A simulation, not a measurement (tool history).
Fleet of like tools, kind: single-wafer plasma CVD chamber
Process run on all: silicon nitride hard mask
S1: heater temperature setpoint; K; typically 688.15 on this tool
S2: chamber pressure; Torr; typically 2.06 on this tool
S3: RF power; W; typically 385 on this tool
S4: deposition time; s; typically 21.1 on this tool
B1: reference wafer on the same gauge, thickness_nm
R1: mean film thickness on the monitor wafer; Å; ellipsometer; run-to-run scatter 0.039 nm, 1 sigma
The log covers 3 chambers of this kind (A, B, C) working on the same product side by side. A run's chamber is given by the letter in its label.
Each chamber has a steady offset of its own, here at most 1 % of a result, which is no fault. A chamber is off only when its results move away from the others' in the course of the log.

| run | hour | S1 | S2 | S3 | S4 | B1 | R1 |
|---|---|---|---|---|---|---|---|
| 1B | 6.4 | 688.15 | 2.06 | 385 | 21.1 | 36.310 | 306.85 |
| 2A | 10.1 | 688.15 | 2.06 | 385 | 21.1 | 36.313 | 307.22 |
| 3C | 17.3 | 688.15 | 2.06 | 385 | 21.1 | 36.320 | 304.16 |
| 4C | 22.5 | 688.15 | 2.06 | 385 | 21.1 | 36.319 | 303.83 |
| 5B | 26.7 | 688.15 | 2.06 | 385 | 21.1 | 36.327 | 306.43 |
| 6A | 35.0 | 688.15 | 2.06 | 385 | 21.1 | 36.335 | 306.25 |
| 7B | 41.9 | 688.15 | 2.06 | 385 | 21.1 | 36.342 | 306.78 |
| 8A | 47.1 | 688.15 | 2.38 | 385 | 24.7 | 36.352 | 372.57 |
| 9C | 53.2 | 688.15 | 2.38 | 385 | 24.7 | 36.355 | 370.28 |
| 10A | 60.0 | 688.15 | 2.38 | 385 | 24.7 | 36.368 | 372.66 |
| 11C | 66.6 | 688.15 | 2.24 | 385 | 18.3 | 36.377 | 269.79 |
|  | 69.0 | chamber C: thermocouple changed; heater temperature recalibrated |
| 12B | 71.9 | 688.15 | 2.24 | 385 | 18.3 | 36.375 | 272.83 |
| 13A | 76.6 | 688.15 | 2.24 | 385 | 18.3 | 36.374 | 272.42 |
| 14C | 83.2 | 678.15 | 2.06 | 325 | 21.1 | 36.392 | 274.26 |
| 15B | 89.6 | 678.15 | 2.06 | 325 | 21.1 | 36.398 | 278.14 |
| 16C | 97.3 | 678.15 | 2.06 | 325 | 21.1 | 36.405 | 275.41 |
| 17B | 103.4 | 688.15 | 2.06 | 385 | 21.1 | 36.416 | 307.28 |
| 18A | 110.8 | 674.15 | 2.06 | 360 | 21.1 | 36.425 | 296.18 |
| 19A | 116.8 | 674.15 | 2.06 | 360 | 21.1 | 36.423 | 296.78 |
| 20B | 124.2 | 674.15 | 2.06 | 360 | 21.1 | 36.442 | 297.10 |
| 21C | 130.5 | 688.15 | 2.06 | 385 | 21.1 | 36.449 | 305.94 |
| 22B | 134.7 | 688.15 | 2.06 | 385 | 21.1 | 36.452 | 307.85 |
| 23A | 139.9 | 688.15 | 2.06 | 385 | 21.1 | 36.457 | 307.98 |
| 24C | 147.2 | 688.15 | 2.06 | 385 | 21.1 | 36.460 | 305.59 |
| 25A | 152.3 | 688.15 | 2.06 | 385 | 21.1 | 36.462 | 308.09 |
| 26C | 160.5 | 688.15 | 2.06 | 385 | 21.1 | 36.486 | 304.84 |
| 27B | 166.2 | 688.15 | 2.06 | 385 | 21.1 | 36.482 | 308.47 |

Does one chamber stand apart from the rest, does the shared gauge drift, or is all well apart from small per-chamber offsets? Give the chamber and the most likely cause, where there is one.

No chamber is off; the gauge reading every chamber's wafers drifts, which makes the whole fleet appear to move together.
What lies behind it: gauge reads high (%) = 0.532.
